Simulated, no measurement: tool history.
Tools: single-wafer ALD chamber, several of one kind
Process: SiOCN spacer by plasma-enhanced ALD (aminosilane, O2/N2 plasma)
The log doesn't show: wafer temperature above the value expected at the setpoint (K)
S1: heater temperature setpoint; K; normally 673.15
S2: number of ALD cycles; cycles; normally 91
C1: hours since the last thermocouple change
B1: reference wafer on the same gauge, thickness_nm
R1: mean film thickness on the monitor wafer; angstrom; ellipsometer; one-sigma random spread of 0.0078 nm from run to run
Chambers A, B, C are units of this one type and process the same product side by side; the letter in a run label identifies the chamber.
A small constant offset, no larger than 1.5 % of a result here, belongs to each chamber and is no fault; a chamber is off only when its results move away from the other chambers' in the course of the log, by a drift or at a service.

run 1C hour=6.4 | S1=673.15 S2=91 | C1=326.8 | B1=5.3604 | R1=55.419
run 2B hour=16.7 | S1=673.15 S2=91 | C1=437.0 | B1=5.3610 | R1=55.524
run 3A hour=23.2 | S1=673.15 S2=91 | C1=753.9 | B1=5.3612 | R1=55.258
run 4B hour=33.6 | S1=673.15 S2=91 | C1=453.9 | B1=5.3629 | R1=55.493
run 5C hour=45.1 | S1=673.15 S2=91 | C1=365.5 | B1=5.3634 | R1=55.400
-- hour=55.3 chamber A: thermocouple changed; heater temperature recalibrated
run 6A hour=57.9 | S1=673.15 S2=91 | C1=2.6 | B1=5.3656 | R1=55.379
run 7B hour=69.7 | S1=673.15 S2=91 | C1=490.0 | B1=5.3654 | R1=55.573
run 8A hour=77.1 | S1=673.15 S2=91 | C1=21.8 | B1=5.3651 | R1=55.245
run 9C hour=86.8 | S1=673.15 S2=91 | C1=407.2 | B1=5.3682 | R1=55.429
run 10B hour=93.2 | S1=685.15 S2=91 | C1=513.5 | B1=5.3683 | R1=53.644
run 11A hour=104.3 | S1=685.15 S2=91 | C1=49.0 | B1=5.3688 | R1=53.332
run 12C hour=111.0 | S1=685.15 S2=91 | C1=431.4 | B1=5.3693 | R1=53.433
run 13A hour=120.0 | S1=673.15 S2=91 | C1=64.7 | B1=5.3699 | R1=55.351
run 14C hour=129.5 | S1=673.15 S2=91 | C1=449.9 | B1=5.3721 | R1=55.516
run 15B hour=137.6 | S1=673.15 S2=91 | C1=557.9 | B1=5.3726 | R1=55.672
run 16A hour=147.2 | S1=673.15 S2=91 | C1=91.9 | B1=5.3740 | R1=55.410
run 17C hour=159.1 | S1=673.15 S2=91 | C1=479.5 | B1=5.3737 | R1=55.478
run 18B hour=167.5 | S1=673.15 S2=91 | C1=587.8 | B1=5.3742 | R1=55.510
run 19B hour=176.2 | S1=686.15 S2=107 | C1=596.5 | B1=5.3740 | R1=62.868
run 20A hour=183.7 | S1=686.15 S2=107 | C1=128.4 | B1=5.3781 | R1=62.685
run 21C hour=194.3 | S1=686.15 S2=107 | C1=514.7 | B1=5.3778 | R1=62.698
run 22A hour=206.7 | S1=673.15 S2=108 | C1=151.4 | B1=5.3788 | R1=65.801
run 23C hour=215.0 | S1=673.15 S2=108 | C1=535.4 | B1=5.3791 | R1=65.934
run 24B hour=223.3 | S1=673.15 S2=108 | C1=643.6 | B1=5.3773 | R1=65.838
run 25A hour=230.3 | S1=673.15 S2=91 | C1=175.0 | B1=5.3822 | R1=55.491
run 26B hour=239.5 | S1=673.15 S2=91 | C1=659.8 | B1=5.3816 | R1=55.711
run 27C hour=246.5 | S1=673.15 S2=91 | C1=566.9 | B1=5.3832 | R1=55.616
run 28C hour=257.9 | S1=673.15 S2=91 | C1=578.3 | B1=5.3845 | R1=55.698
run 29B hour=269.0 | S1=673.15 S2=91 | C1=689.3 | B1=5.3840 | R1=55.712
run 30A hour=279.1 | S1=673.15 S2=91 | C1=223.8 | B1=5.3865 | R1=55.537
run 31B hour=289.8 | S1=673.15 S2=91 | C1=710.1 | B1=5.3863 | R1=55.638
run 32A hour=302.2 | S1=673.15 S2=91 | C1=246.9 | B1=5.3879 | R1=55.502
run 33C hour=311.6 | S1=673.15 S2=91 | C1=632.0 | B1=5.3870 | R1=55.659
run 34A hour=324.4 | S1=673.15 S2=109 | C1=269.1 | B1=5.3895 | R1=66.369
run 35C hour=330.6 | S1=673.15 S2=109 | C1=651.0 | B1=5.3905 | R1=66.706

For the next run the whole fleet of 3 chambers uses the same settings. Give each chamber's results:
run 36A hour=339.8 | S1=673.15 S2=85 | R1=?
run 36B hour=339.8 | S1=673.15 S2=85 | R1=?
run 36C hour=339.8 | S1=673.15 S2=85 | R1=?

run=36A R1=51.824
run=36B R1=52.152
run=36C R1=52.056
